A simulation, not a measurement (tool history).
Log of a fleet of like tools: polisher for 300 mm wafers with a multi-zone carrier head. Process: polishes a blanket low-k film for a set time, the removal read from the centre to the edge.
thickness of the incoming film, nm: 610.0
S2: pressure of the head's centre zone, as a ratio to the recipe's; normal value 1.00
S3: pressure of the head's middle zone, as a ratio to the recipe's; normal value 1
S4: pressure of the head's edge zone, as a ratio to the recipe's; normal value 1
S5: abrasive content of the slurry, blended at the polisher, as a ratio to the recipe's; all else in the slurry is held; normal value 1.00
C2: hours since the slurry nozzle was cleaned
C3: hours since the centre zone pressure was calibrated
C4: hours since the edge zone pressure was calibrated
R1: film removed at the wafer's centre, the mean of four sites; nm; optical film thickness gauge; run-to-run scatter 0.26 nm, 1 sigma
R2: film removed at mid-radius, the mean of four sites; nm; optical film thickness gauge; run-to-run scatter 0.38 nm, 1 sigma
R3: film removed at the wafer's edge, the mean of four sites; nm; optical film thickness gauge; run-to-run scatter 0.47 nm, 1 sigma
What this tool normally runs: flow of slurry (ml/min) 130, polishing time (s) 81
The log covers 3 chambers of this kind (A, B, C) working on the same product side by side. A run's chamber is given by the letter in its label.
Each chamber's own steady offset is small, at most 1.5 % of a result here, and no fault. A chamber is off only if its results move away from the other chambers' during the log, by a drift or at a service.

run 1B hour=7.7 | flow_of_slurry_(ml/min)=130 S2=1.00 S3=1 S4=1 S5=1.00 polishing_time_(s)=81 | wafers_polished_on_this_pad=240 C2=332.6 C3=637.4 C4=241.6 | R1=33.003 R2=32.964 R3=32.488
-- hour=10.9 chamber C: edge zone pressure recalibrated
run 2A hour=13.8 | flow_of_slurry_(ml/min)=130 S2=1.00 S3=1 S4=1 S5=1.00 polishing_time_(s)=81 | wafers_polished_on_this_pad=649 C2=495.1 C3=344.8 C4=307.2 | R1=33.096 R2=32.251 R3=32.664
run 3C hour=18.5 | flow_of_slurry_(ml/min)=130 S2=1.00 S3=1 S4=1 S5=1.00 polishing_time_(s)=81 | wafers_polished_on_this_pad=975 C2=117.2 C3=144.2 C4=7.7 | R1=32.839 R2=33.179 R3=32.411
-- hour=19.8 chamber C: worn pad replaced by a new one
run 4C hour=27.1 | flow_of_slurry_(ml/min)=130 S2=1.00 S3=1 S4=1 S5=1.00 polishing_time_(s)=81 | wafers_polished_on_this_pad=83 C2=125.8 C3=152.8 C4=16.3 | R1=32.519 R2=32.765 R3=31.954
run 5A hour=34.2 | flow_of_slurry_(ml/min)=130 S2=1.00 S3=1 S4=1 S5=1.00 polishing_time_(s)=81 | wafers_polished_on_this_pad=879 C2=515.5 C3=365.2 C4=327.6 | R1=33.056 R2=32.954 R3=31.895
run 6B hour=38.6 | flow_of_slurry_(ml/min)=130 S2=1.00 S3=1 S4=1 S5=1.00 polishing_time_(s)=81 | wafers_polished_on_this_pad=588 C2=363.5 C3=668.3 C4=272.5 | R1=33.070 R2=32.926 R3=32.748
-- hour=42.0 chamber A: slurry nozzle cleaned
run 7A hour=48.6 | flow_of_slurry_(ml/min)=130 S2=1.00 S3=1 S4=1 S5=1.00 polishing_time_(s)=81 | wafers_polished_on_this_pad=1041 C2=6.6 C3=379.6 C4=342.0 | R1=31.947 R2=32.674 R3=32.092
run 8C hour=53.8 | flow_of_slurry_(ml/min)=130 S2=1.00 S3=1 S4=1 S5=1.00 polishing_time_(s)=81 | wafers_polished_on_this_pad=384 C2=152.5 C3=179.5 C4=43.0 | R1=32.306 R2=33.693 R3=32.702
run 9B hour=59.0 | flow_of_slurry_(ml/min)=130 S2=1.00 S3=1 S4=1 S5=1.00 polishing_time_(s)=81 | wafers_polished_on_this_pad=819 C2=383.9 C3=688.7 C4=292.9 | R1=32.512 R2=32.028 R3=31.630
run 10B hour=66.8 | flow_of_slurry_(ml/min)=130 S2=1.11 S3=1 S4=1 S5=1.00 polishing_time_(s)=81 | wafers_polished_on_this_pad=907 C2=391.7 C3=696.5 C4=300.7 | R1=36.820 R2=32.382 R3=33.381
run 11C hour=73.9 | flow_of_slurry_(ml/min)=130 S2=1.11 S3=1 S4=1 S5=1.00 polishing_time_(s)=81 | wafers_polished_on_this_pad=611 C2=172.6 C3=199.6 C4=63.1 | R1=35.845 R2=32.745 R3=33.136
run 12A hour=80.8 | flow_of_slurry_(ml/min)=130 S2=1.11 S3=1 S4=1 S5=1.00 polishing_time_(s)=81 | wafers_polished_on_this_pad=1404 C2=38.8 C3=411.8 C4=374.2 | R1=35.470 R2=31.566 R3=32.453
-- hour=84.6 chamber B: worn pad replaced by a new one
run 13A hour=90.1 | flow_of_slurry_(ml/min)=130 S2=1.00 S3=1 S4=1 S5=1.00 polishing_time_(s)=81 | wafers_polished_on_this_pad=1509 C2=48.1 C3=421.1 C4=383.5 | R1=31.779 R2=31.464 R3=31.723
-- hour=97.3 chamber C: worn pad replaced by a new one
run 14B hour=98.1 | flow_of_slurry_(ml/min)=130 S2=1.00 S3=1 S4=1 S5=1.00 polishing_time_(s)=81 | wafers_polished_on_this_pad=152 C2=423.0 C3=727.8 C4=332.0 | R1=32.775 R2=32.804 R3=33.189
run 15C hour=104.4 | flow_of_slurry_(ml/min)=130 S2=1.00 S3=1 S4=1 S5=1.00 polishing_time_(s)=81 | wafers_polished_on_this_pad=80 C2=203.1 C3=230.1 C4=93.6 | R1=33.039 R2=32.915 R3=32.049
run 16B hour=110.6 | flow_of_slurry_(ml/min)=130 S2=1.00 S3=1 S4=1 S5=0.70 polishing_time_(s)=101 | wafers_polished_on_this_pad=293 C2=435.5 C3=740.3 C4=344.5 | R1=34.021 R2=33.740 R3=34.961
run 17C hour=115.0 | flow_of_slurry_(ml/min)=130 S2=1.00 S3=1 S4=1 S5=0.70 polishing_time_(s)=101 | wafers_polished_on_this_pad=200 C2=213.7 C3=240.7 C4=104.2 | R1=33.959 R2=35.264 R3=34.008
run 18A hour=119.5 | flow_of_slurry_(ml/min)=130 S2=1.00 S3=1 S4=1 S5=0.70 polishing_time_(s)=101 | wafers_polished_on_this_pad=1841 C2=77.5 C3=450.5 C4=412.9 | R1=32.366 R2=32.834 R3=33.029
run 19C hour=125.0 | flow_of_slurry_(ml/min)=130 S2=1.00 S3=1 S4=1 S5=1.00 polishing_time_(s)=81 | wafers_polished_on_this_pad=313 C2=223.7 C3=250.7 C4=114.2 | R1=32.667 R2=32.924 R3=32.731
run 20A hour=130.2 | flow_of_slurry_(ml/min)=130 S2=1.00 S3=1 S4=1 S5=1.00 polishing_time_(s)=81 | wafers_polished_on_this_pad=1961 C2=88.2 C3=461.2 C4=423.6 | R1=30.824 R2=31.225 R3=30.642

Is one chamber off against the others, does the gauge drift, or is nothing wrong? If a chamber is off, say which, and what the likeliest cause is.

It is chamber A that slowly wanders off from its peers.
Likeliest cause: removal rate lost through wear of the pad, % = 6.53.

Below are 4 candidate recipes for chamber A's next run, each the usual settings with a change, their results shown as question marks. Which of them brings A's results back in line with what the other chambers give on the usual settings?
Maximum distance from the other chambers' mean on the usual settings for a result to count as in line: R1 0.900 nm; R2 1.300 nm; R3 1.600 nm
run 21A-1 hour=137.4 | flow_of_slurry_(ml/min)=130 S2=0.99 S3=1.01 S4=1.00 S5=1.05 polishing_time_(s)=89 | R1=? R2=? R3=?
run 21A-2 hour=137.4 | flow_of_slurry_(ml/min)=130 S2=0.99 S3=1.01 S4=1.00 S5=1.00 polishing_time_(s)=86 | R1=? R2=? R3=?
run 21A-3 hour=137.4 | flow_of_slurry_(ml/min)=130 S2=1.00 S3=1.00 S4=0.99 S5=0.95 polishing_time_(s)=74 | R1=? R2=? R3=?
run 21A-4 hour=137.4 | flow_of_slurry_(ml/min)=130 S2=1.00 S3=1.00 S4=1.00 S5=1.00 polishing_time_(s)=77 | R1=? R2=? R3=?

The other chambers' mean on the usual settings: R1 32.599 nm; R2 32.810 nm; R3 32.667 nm
run=21A-1 R1=34.073 R2=35.210 R3=34.198
run=21A-2 R1=32.223 R2=33.298 R3=32.341
run=21A-3 R1=27.392 R2=27.740 R3=27.051
run=21A-4 R1=29.173 R2=29.542 R3=28.961
21A-2 brings the chamber back in line.
